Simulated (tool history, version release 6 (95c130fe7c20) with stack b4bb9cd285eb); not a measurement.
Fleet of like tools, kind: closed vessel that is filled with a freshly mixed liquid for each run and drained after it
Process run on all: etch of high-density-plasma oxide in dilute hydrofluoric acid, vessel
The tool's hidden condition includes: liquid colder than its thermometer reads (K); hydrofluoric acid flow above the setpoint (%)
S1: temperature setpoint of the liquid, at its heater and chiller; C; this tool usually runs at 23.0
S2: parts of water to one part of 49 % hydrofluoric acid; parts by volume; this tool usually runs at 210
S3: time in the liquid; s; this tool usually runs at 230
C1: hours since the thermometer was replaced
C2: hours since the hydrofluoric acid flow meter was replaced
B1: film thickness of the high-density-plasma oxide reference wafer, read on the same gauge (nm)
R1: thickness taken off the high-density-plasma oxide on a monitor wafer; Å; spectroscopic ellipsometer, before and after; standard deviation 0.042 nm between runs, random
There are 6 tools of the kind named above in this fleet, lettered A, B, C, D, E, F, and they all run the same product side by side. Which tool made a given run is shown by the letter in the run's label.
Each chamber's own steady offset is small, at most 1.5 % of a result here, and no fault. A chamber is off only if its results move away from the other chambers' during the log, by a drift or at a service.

run,hour,S1,S2,S3,C1,C2,B1,R1
1D,6.5,23.0,210,230,708.6,1053.8,80.007,47.074
2A,11.0,23.0,210,230,341.9,366.1,80.022,46.772
3F,14.6,23.0,210,230,285.7,197.8,80.004,48.342
4E,19.6,23.0,210,230,404.2,1126.2,79.999,47.974
5C,23.7,23.0,210,230,1343.1,1169.7,79.992,46.913
6B,30.0,23.0,210,230,1126.3,2417.7,79.968,47.148
# hour 32.0: chamber B: thermometer replaced
7D,34.5,23.0,210,230,736.6,1081.8,79.985,47.372
8F,40.5,23.0,210,230,311.6,223.7,79.996,47.694
# hour 44.1: chamber D: hydrofluoric acid flow meter replaced
9A,47.2,23.0,210,230,378.1,402.3,79.995,47.798
10C,51.0,23.0,210,230,1370.4,1197.0,79.999,46.772
11B,56.1,23.0,280,230,24.2,2443.8,79.982,33.357
12E,60.1,23.0,280,230,444.7,1166.7,80.000,33.571
13E,64.9,23.0,280,230,449.5,1171.5,79.998,33.595
14C,68.4,23.0,280,230,1387.8,1214.4,79.996,32.957
15F,72.0,23.0,280,230,343.1,255.2,80.013,33.073
16A,75.5,23.0,280,230,406.4,430.6,80.012,33.534
17B,78.6,23.0,270,145,46.7,2466.3,80.007,22.198
18D,85.1,23.0,270,145,787.2,41.0,80.002,21.788
19B,90.8,23.0,270,145,58.9,2478.5,79.991,22.114
20A,96.5,23.0,270,145,427.4,451.6,80.001,21.936
21E,101.3,23.0,270,145,485.9,1207.9,80.013,21.591
22C,106.9,23.0,270,145,1426.3,1252.9,80.003,21.887
23F,109.9,23.0,210,230,381.0,293.1,79.985,48.837
24D,113.8,23.0,210,230,815.9,69.7,80.008,47.334
25F,119.9,23.0,210,230,391.0,303.1,79.974,47.918
26A,124.6,23.0,210,230,455.5,479.7,80.001,47.749
27E,131.3,25.5,250,230,515.9,1237.9,79.978,40.321
# hour 132.1: chamber B: hydrofluoric acid flow meter replaced
28D,136.9,25.5,250,230,839.0,92.8,80.003,41.487
29C,142.0,25.5,250,230,1461.4,1288.0,80.000,41.701
30B,148.0,25.5,250,230,116.1,15.9,80.009,41.784
31D,151.2,25.5,250,230,853.3,107.1,80.011,42.099
32E,156.1,25.5,250,230,540.7,1262.7,80.007,39.791
33A,160.5,23.0,210,290,491.4,515.6,79.999,59.084
34F,164.6,23.0,210,290,435.7,347.8,80.022,61.847
35B,170.7,23.0,210,290,138.8,38.6,80.018,60.040
36C,176.4,23.0,210,290,1495.8,1322.4,79.996,60.624
37B,180.6,23.0,210,290,148.7,48.5,80.013,60.290
38F,185.1,23.0,210,290,456.2,368.3,79.986,61.169
39E,188.8,23.0,210,230,573.4,1295.4,79.996,43.466
40D,193.3,23.0,290,355,895.4,149.2,80.001,48.283

Which is it: a chamber that has drifted or been left off by a service, a gauge drift common to all chambers, or only each chamber's usual small offset? If a chamber is off, name it and its likeliest cause.

One chamber, E, drifts off from the rest bit by bit.
What lies behind it: liquid colder than its thermometer reads (K) = 2.44.
The log might look much the same if the cause were instead: hydrofluoric acid flow below the setpoint (%).

Below are 4 candidate recipes for chamber E's next run, each the usual settings with a change, their results shown as question marks. Which of them brings E's results back in line with what the other chambers give on the usual settings?
To be in line, a result may differ from the other chambers' mean on the usual settings by at most: R1 1.500 Å
41E-1,198.2,23.0,220,220,,,,?
41E-2,198.2,22.5,240,230,,,,?
41E-3,198.2,23.0,210,280,,,,?
41E-4,198.2,23.0,200,240,,,,?

Other chambers, usual settings, mean: R1 47.611 Å
run,R1
41E-1,39.425
41E-2,36.343
41E-3,53.093
41E-4,48.271
41E-4 is the one that brings the chamber's results back in line with the other chambers.
